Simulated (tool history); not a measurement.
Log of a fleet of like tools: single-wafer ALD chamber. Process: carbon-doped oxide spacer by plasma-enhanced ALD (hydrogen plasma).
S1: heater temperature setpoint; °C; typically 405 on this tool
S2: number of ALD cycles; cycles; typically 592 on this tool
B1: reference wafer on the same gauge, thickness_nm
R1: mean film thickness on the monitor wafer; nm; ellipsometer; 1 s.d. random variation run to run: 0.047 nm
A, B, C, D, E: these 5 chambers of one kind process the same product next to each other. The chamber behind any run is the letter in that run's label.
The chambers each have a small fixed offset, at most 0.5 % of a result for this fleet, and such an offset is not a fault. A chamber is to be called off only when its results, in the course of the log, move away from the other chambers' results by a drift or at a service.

| run | hour | S1 | S2 | B1 | R1 |
|---|---|---|---|---|---|
| 1E | 9.0 | 405 | 592 | 28.513 | 29.330 |
| 2A | 23.0 | 405 | 592 | 28.519 | 29.087 |
| 3D | 38.4 | 405 | 592 | 28.518 | 29.259 |
|  | 40.8 | chamber C: thermocouple changed; heater temperature recalibrated |
| 4B | 47.6 | 405 | 592 | 28.537 | 29.305 |
| 5C | 62.3 | 405 | 592 | 28.525 | 29.070 |
| 6B | 74.3 | 405 | 592 | 28.547 | 29.294 |
| 7D | 83.9 | 405 | 592 | 28.532 | 29.207 |
| 8E | 92.6 | 405 | 592 | 28.537 | 29.375 |
| 9A | 101.0 | 405 | 592 | 28.539 | 29.097 |
| 10C | 113.3 | 405 | 592 | 28.554 | 29.050 |
| 11D | 123.8 | 405 | 592 | 28.549 | 29.345 |
| 12E | 137.7 | 405 | 592 | 28.570 | 29.284 |
| 13A | 148.6 | 405 | 592 | 28.569 | 29.186 |
| 14B | 158.1 | 405 | 592 | 28.572 | 29.300 |
| 15C | 168.3 | 405 | 592 | 28.581 | 29.097 |
| 16D | 176.8 | 405 | 592 | 28.586 | 29.278 |
| 17B | 185.1 | 405 | 592 | 28.586 | 29.372 |
| 18C | 193.6 | 405 | 592 | 28.591 | 29.146 |
|  | 197.9 | chamber B: thermocouple changed; heater temperature recalibrated |
| 19E | 201.6 | 405 | 592 | 28.592 | 29.308 |
| 20A | 214.3 | 405 | 592 | 28.607 | 29.089 |
| 21B | 221.6 | 405 | 592 | 28.588 | 29.343 |
| 22C | 232.9 | 405 | 592 | 28.610 | 29.280 |
| 23D | 243.8 | 411 | 505 | 28.616 | 24.603 |
| 24E | 251.3 | 411 | 505 | 28.619 | 24.627 |
| 25A | 264.2 | 411 | 505 | 28.614 | 24.432 |
| 26B | 277.5 | 411 | 505 | 28.619 | 24.638 |
| 27E | 288.5 | 411 | 505 | 28.621 | 24.598 |
| 28A | 297.2 | 405 | 592 | 28.643 | 29.191 |
| 29D | 306.2 | 405 | 592 | 28.645 | 29.391 |
| 30C | 317.2 | 411 | 697 | 28.640 | 33.720 |
| 31D | 325.6 | 411 | 697 | 28.655 | 33.985 |
| 32C | 338.6 | 411 | 697 | 28.664 | 33.731 |
| 33E | 349.7 | 411 | 697 | 28.669 | 33.919 |
| 34B | 359.3 | 411 | 697 | 28.664 | 33.985 |
| 35A | 372.8 | 405 | 592 | 28.675 | 29.228 |
| 36C | 388.4 | 405 | 592 | 28.683 | 29.215 |
| 37B | 398.0 | 405 | 592 | 28.697 | 29.417 |

Is one chamber off against the others, does the gauge drift, or is nothing wrong? If a chamber is off, say which, and what the likeliest cause is.

The shared gauge is drifting. All chambers look as if they move in step, but none is off.
Most likely cause: gauge reads high (%) = 0.66.
